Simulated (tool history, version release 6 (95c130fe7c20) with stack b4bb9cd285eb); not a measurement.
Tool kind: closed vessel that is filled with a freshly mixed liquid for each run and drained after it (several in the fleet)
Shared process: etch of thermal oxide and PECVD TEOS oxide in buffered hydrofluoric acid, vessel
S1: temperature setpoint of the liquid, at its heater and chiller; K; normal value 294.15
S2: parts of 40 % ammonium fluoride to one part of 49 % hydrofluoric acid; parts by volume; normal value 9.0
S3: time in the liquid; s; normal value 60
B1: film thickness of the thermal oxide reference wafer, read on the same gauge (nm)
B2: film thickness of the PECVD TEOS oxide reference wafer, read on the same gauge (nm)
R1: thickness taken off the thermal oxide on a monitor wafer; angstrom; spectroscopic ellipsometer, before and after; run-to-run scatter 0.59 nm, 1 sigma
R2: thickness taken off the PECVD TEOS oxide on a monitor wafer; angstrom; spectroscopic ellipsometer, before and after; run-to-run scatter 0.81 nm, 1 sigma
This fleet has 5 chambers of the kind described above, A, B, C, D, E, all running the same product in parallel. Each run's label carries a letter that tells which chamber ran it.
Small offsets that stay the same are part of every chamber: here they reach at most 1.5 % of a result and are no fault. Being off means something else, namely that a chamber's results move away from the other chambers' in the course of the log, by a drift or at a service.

| run | hour | S1 | S2 | S3 | B1 | B2 | R1 | R2 |
|---|---|---|---|---|---|---|---|---|
| 1D | 3.3 | 294.15 | 9.0 | 60 | 109.99 | 100.000 | 664.00 | 1527.4 |
| 2E | 8.3 | 294.15 | 9.0 | 60 | 109.98 | 99.984 | 671.77 | 1499.7 |
| 3C | 12.0 | 294.15 | 9.0 | 60 | 109.97 | 100.040 | 663.60 | 1512.8 |
| 4A | 16.2 | 294.15 | 9.0 | 60 | 110.05 | 99.980 | 673.20 | 1505.0 |
| 5B | 20.5 | 294.15 | 9.0 | 60 | 109.96 | 100.040 | 660.11 | 1480.2 |
| 6D | 22.8 | 294.15 | 9.0 | 60 | 110.01 | 100.040 | 669.25 | 1514.8 |
| 7C | 25.0 | 294.15 | 9.0 | 60 | 109.98 | 100.000 | 665.92 | 1512.4 |
| 8E | 28.9 | 294.15 | 9.0 | 60 | 110.02 | 99.987 | 672.74 | 1509.1 |
| 9B | 32.6 | 294.15 | 9.0 | 60 | 110.02 | 99.997 | 668.75 | 1480.3 |
| 10A | 36.2 | 294.15 | 9.0 | 60 | 109.98 | 100.010 | 670.01 | 1511.2 |
| 11C | 39.2 | 294.15 | 9.0 | 60 | 109.95 | 99.990 | 668.40 | 1515.0 |
| 12B | 42.4 | 294.15 | 9.0 | 60 | 109.97 | 100.010 | 670.21 | 1473.4 |
| 13D | 44.9 | 294.15 | 9.0 | 60 | 110.00 | 100.010 | 669.43 | 1518.6 |
| 14A | 47.7 | 294.15 | 9.0 | 60 | 110.03 | 99.970 | 676.33 | 1513.2 |
| 15E | 51.9 | 294.15 | 9.0 | 60 | 109.97 | 100.020 | 671.22 | 1485.2 |
| 16A | 56.6 | 294.15 | 9.0 | 60 | 109.97 | 100.010 | 690.64 | 1496.3 |
| 17E | 59.0 | 294.15 | 9.0 | 60 | 110.02 | 99.981 | 673.57 | 1490.8 |
| 18D | 61.4 | 294.15 | 9.0 | 60 | 110.05 | 100.010 | 667.74 | 1503.5 |
| 19C | 65.3 | 294.15 | 10.5 | 90 | 110.00 | 99.993 | 883.66 | 2039.7 |
| 20B | 68.1 | 294.15 | 10.5 | 90 | 110.03 | 99.961 | 914.97 | 1956.6 |
| 21C | 72.9 | 294.15 | 10.5 | 90 | 109.99 | 99.988 | 897.38 | 2024.4 |
| 22A | 77.7 | 294.15 | 10.5 | 90 | 109.96 | 100.040 | 907.49 | 2016.3 |
| 23D | 81.1 | 294.15 | 10.5 | 90 | 110.00 | 99.993 | 904.90 | 2015.0 |
| 24E | 86.0 | 294.15 | 9.0 | 50 | 109.98 | 100.060 | 565.22 | 1232.1 |
| 25B | 88.7 | 294.15 | 9.0 | 50 | 110.01 | 99.987 | 554.32 | 1238.5 |
| 26C | 93.6 | 294.15 | 9.0 | 50 | 110.04 | 100.020 | 539.69 | 1258.7 |
| 27D | 95.8 | 294.15 | 9.0 | 50 | 110.00 | 100.010 | 556.34 | 1270.2 |
| 28E | 98.5 | 294.15 | 9.0 | 50 | 109.97 | 99.980 | 557.04 | 1252.3 |
| 29B | 101.6 | 294.15 | 9.0 | 60 | 110.04 | 100.000 | 662.39 | 1475.6 |
| 30A | 105.7 | 294.15 | 9.0 | 60 | 110.00 | 99.991 | 676.80 | 1505.6 |
| 31B | 109.2 | 297.65 | 9.0 | 75 | 110.02 | 100.040 | 1003.00 | 2241.7 |
| 32A | 111.6 | 297.65 | 9.0 | 75 | 110.00 | 99.980 | 1010.50 | 2262.6 |

Which is it: a chamber that has drifted or been left off by a service, a gauge drift common to all chambers, or only each chamber's usual small offset? If a chamber is off, name it and its likeliest cause.

All chambers stay in line apart from their small fixed offsets, and the gauge does not drift.
